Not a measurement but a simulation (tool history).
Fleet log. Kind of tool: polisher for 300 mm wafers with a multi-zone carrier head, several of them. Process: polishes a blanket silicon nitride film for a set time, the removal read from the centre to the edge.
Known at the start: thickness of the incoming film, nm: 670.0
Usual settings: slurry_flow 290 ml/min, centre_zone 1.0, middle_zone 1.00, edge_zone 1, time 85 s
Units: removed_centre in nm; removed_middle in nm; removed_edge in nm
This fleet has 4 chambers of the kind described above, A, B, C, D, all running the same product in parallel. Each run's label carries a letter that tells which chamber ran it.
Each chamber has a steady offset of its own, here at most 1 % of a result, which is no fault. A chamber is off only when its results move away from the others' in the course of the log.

run,hour,slurry_flow,centre_zone,middle_zone,edge_zone,time,wafers polished on this pad,hours since the slurry nozzle was cleaned,hours since the centre zone pressure was calibrated,hours since the edge zone pressure was calibrated,removed_centre,removed_middle,removed_edge
1C,5.6,290,1.0,1.00,1,85,1465,31.2,10.6,1165.5,136.57,133.930,137.60
# hour 9.9: chamber C: worn pad replaced by a new one
2B,16.7,290,1.0,1.00,1,85,157,165.6,116.6,230.7,135.98,132.640,135.22
3D,27.5,290,1.0,1.00,1,85,1064,100.7,72.8,376.0,132.42,133.740,136.41
4A,34.3,290,1.0,1.00,1,85,633,318.3,894.4,865.7,135.91,133.300,131.54
# hour 40.5: chamber A: worn pad replaced by a new one
5D,40.8,290,1.0,1.00,1,85,1187,114.0,86.1,389.3,130.84,133.300,136.24
6B,51.2,290,1.0,1.00,1,85,476,200.1,151.1,265.2,136.79,133.160,134.12
# hour 60.5: chamber D: worn pad replaced by a new one
7C,63.7,290,1.0,1.00,1,109,497,89.3,68.7,1223.6,177.24,172.380,172.57
# hour 71.1: chamber B: worn pad replaced by a new one
8A,72.6,290,1.0,1.00,1,109,297,356.6,932.7,904.0,173.16,172.870,173.28
9A,79.8,290,1.0,1.00,1,109,363,363.8,939.9,911.2,170.25,171.090,171.37
10C,87.9,290,1.0,1.00,1,109,721,113.5,92.9,1247.8,170.13,173.920,177.32
11D,99.4,290,0.9,1.00,1,85,359,172.6,144.7,447.9,118.69,132.830,134.16
12B,109.7,290,0.9,1.00,1,85,357,258.6,209.6,323.7,118.83,132.230,133.38
# hour 115.0: chamber A: centre zone pressure recalibrated
13B,115.3,290,0.9,1.00,1,85,409,264.2,215.2,329.3,121.50,134.940,134.19
# hour 116.1: chamber A: worn pad replaced by a new one
14A,125.0,290,0.9,1.00,1,85,82,409.0,10.0,956.4,128.84,133.910,135.25
15C,135.3,290,1.0,1.00,1,85,1160,160.9,140.3,1295.2,135.66,132.970,133.69
16D,143.1,290,1.0,1.00,1,85,764,216.3,188.4,491.6,135.74,134.200,136.82
# hour 144.6: chamber B: worn pad replaced by a new one
# hour 147.2: chamber C: worn pad replaced by a new one
17B,150.0,290,1.0,1.00,1,85,50,298.9,249.9,364.0,132.11,131.880,133.46
# hour 150.3: chamber C: edge zone pressure recalibrated
18D,158.0,290,1.0,1.00,1,85,901,231.2,203.3,506.5,137.26,132.330,131.31
19C,164.5,290,1.0,1.00,1,85,160,190.1,169.5,14.3,137.48,135.170,134.36
# hour 166.4: chamber B: edge zone pressure recalibrated
20A,172.6,290,1.0,1.00,1,85,522,456.6,57.6,1004.0,144.83,133.810,131.93
21A,179.1,290,1.0,0.88,1,70,582,463.1,64.1,1010.5,116.46,97.538,111.18
# hour 182.3: chamber A: worn pad replaced by a new one
# hour 183.4: chamber D: worn pad replaced by a new one
22D,189.5,290,1.0,0.88,1,70,56,262.7,234.8,538.0,110.35,96.980,110.99
23C,197.9,290,1.0,0.88,1,70,468,223.5,202.9,47.7,111.66,97.987,109.82
24B,209.3,290,1.0,0.88,1,70,598,358.2,309.2,43.0,109.36,96.071,109.16
# hour 214.9: chamber B: worn pad replaced by a new one
25C,217.0,290,1.0,1.00,1,85,645,242.6,222.0,66.8,135.56,133.100,136.53
# hour 223.8: chamber B: centre zone pressure recalibrated
26D,227.7,290,1.0,1.00,1,85,410,300.9,273.0,576.2,136.39,135.470,136.39
# hour 235.8: chamber B: slurry nozzle cleaned
27A,236.0,290,1.0,1.00,1,71,496,520.0,121.0,1067.4,123.61,111.700,110.91
28B,242.4,290,1.0,1.00,1,71,254,6.6,18.7,76.1,112.81,113.590,109.55
# hour 246.2: chamber A: worn pad replaced by a new one
29D,253.7,290,1.0,1.00,1,71,650,326.9,299.0,602.2,114.08,112.200,114.01
30B,262.4,290,1.0,1.00,1,71,439,26.6,38.7,96.1,111.57,111.730,113.39
31A,273.1,290,1.0,1.00,1,85,249,557.1,158.1,1104.5,143.08,134.220,134.50
32C,285.1,290,1.0,1.00,1,85,1275,310.7,290.1,134.9,136.65,132.780,133.32

Next, all 4 chambers run the settings below, one line each with question marks for the results. What does each chamber give?
33A,294.3,255,1.0,1.00,1,85,,,,,?,?,?
33B,294.3,255,1.0,1.00,1,85,,,,,?,?,?
33C,294.3,255,1.0,1.00,1,85,,,,,?,?,?
33D,294.3,255,1.0,1.00,1,85,,,,,?,?,?

run,removed_centre,removed_middle,removed_edge
33A,139.91,132.420,130.64
33B,132.49,132.170,130.97
33C,133.38,130.770,134.88
33D,128.90,131.420,132.16

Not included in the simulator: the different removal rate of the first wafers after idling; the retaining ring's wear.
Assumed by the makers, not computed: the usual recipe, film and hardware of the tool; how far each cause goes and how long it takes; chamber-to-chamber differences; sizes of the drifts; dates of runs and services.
